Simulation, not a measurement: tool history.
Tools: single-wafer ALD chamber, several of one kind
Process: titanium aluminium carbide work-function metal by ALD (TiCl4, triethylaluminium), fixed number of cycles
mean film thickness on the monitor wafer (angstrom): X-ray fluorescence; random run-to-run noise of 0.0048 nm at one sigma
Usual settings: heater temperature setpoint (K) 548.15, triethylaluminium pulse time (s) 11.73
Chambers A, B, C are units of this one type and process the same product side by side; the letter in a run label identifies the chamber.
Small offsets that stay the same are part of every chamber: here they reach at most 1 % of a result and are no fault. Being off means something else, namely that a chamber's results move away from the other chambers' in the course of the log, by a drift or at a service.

run,hour,heater temperature setpoint (K),triethylaluminium pulse time (s),"read-back reference wafer on the same gauge, thickness_nm",mean film thickness on the monitor wafer (angstrom)
1B,5.3,548.15,11.73,2.0509,18.035
2A,12.8,548.15,11.73,2.049,17.999
3C,21.9,548.15,11.73,2.0504,18.132
4A,27.5,548.15,11.73,2.0504,18
5C,35,548.15,11.73,2.0503,18.128
6B,42.4,562.15,11.73,2.049,19.098
7B,48.3,562.15,11.73,2.0491,19.263
8C,57.4,562.15,11.73,2.0496,19.355
9A,63.2,548.15,11.73,2.0478,18.068
10A,71.5,548.15,11.73,2.0503,18.074
11C,77.5,548.15,11.73,2.0497,18.141
12B,86.6,562.15,15.83,2.0504,19.458
13C,91.7,562.15,15.83,2.0506,19.566
14B,98.7,562.15,15.83,2.0508,19.474
15A,107,548.15,11.73,2.05,17.937
# hour 111: chamber C: thermocouple changed; heater temperature recalibrated
16A,115.3,548.15,11.73,2.0499,17.982
17B,119.8,548.15,11.73,2.0507,17.968
18C,124.4,548.15,11.73,2.0482,18.608
19C,131.4,548.15,11.73,2.0502,18.685
20A,136.5,548.15,11.73,2.0484,18.061
21B,141.4,548.15,11.73,2.0505,18.002
22B,145.5,548.15,11.73,2.0501,18.082
23A,153.1,548.15,11.73,2.05,18.004
24C,161,548.15,11.73,2.0502,18.669
25C,168.1,538.15,13.56,2.0509,17.935
26B,172.5,538.15,13.56,2.0488,17.285
27A,181.6,538.15,13.56,2.0505,17.28
28C,187.3,548.15,11.73,2.0496,18.605
29B,195.7,548.15,11.73,2.0513,18.032
30A,202.7,548.15,11.73,2.0498,17.937
31A,207.3,548.15,11.73,2.05,18.016
32B,211.3,548.15,11.73,2.0502,18.034
33C,217.6,548.15,11.73,2.0507,18.563
34B,221.8,548.15,11.73,2.0497,18.029
35C,227.2,548.15,11.73,2.05,18.679
36A,234.3,548.15,11.73,2.0487,18.096
37B,243.4,548.15,11.73,2.0506,17.976
38A,249.3,548.15,11.73,2.05,17.935
39C,256.1,556.15,13.97,2.0513,19.561
40C,265.2,556.15,13.97,2.0496,19.507

Does one chamber stand apart from the rest, does the shared gauge drift, or is all well apart from small per-chamber offsets? Give the chamber and the most likely cause, where there is one.

A service on chamber C put it out of line with the rest.
Cause: wafer temperature above the value expected at the setpoint (K) = 5.48.

Here are 4 candidates for chamber C's next run, each the usual settings with a change, their results left as question marks. Which one brings its results back in line with what the others give on the usual settings?
In-line tolerance around the mean of the other chambers on the usual settings: mean film thickness on the monitor wafer (angstrom) 0.17
41C-1,271.9,542.15,10.87,,?
41C-2,271.9,562.15,13.72,,?
41C-3,271.9,555.15,11.73,,?
41C-4,271.9,536.15,10,,?

What the other chambers average on the usual settings: mean film thickness on the monitor wafer (angstrom) 18.004
run,mean film thickness on the monitor wafer (angstrom)
41C-1,17.975
41C-2,20.018
41C-3,19.22
41C-4,17.31
With 41C-1, the chamber falls back in line with the rest.
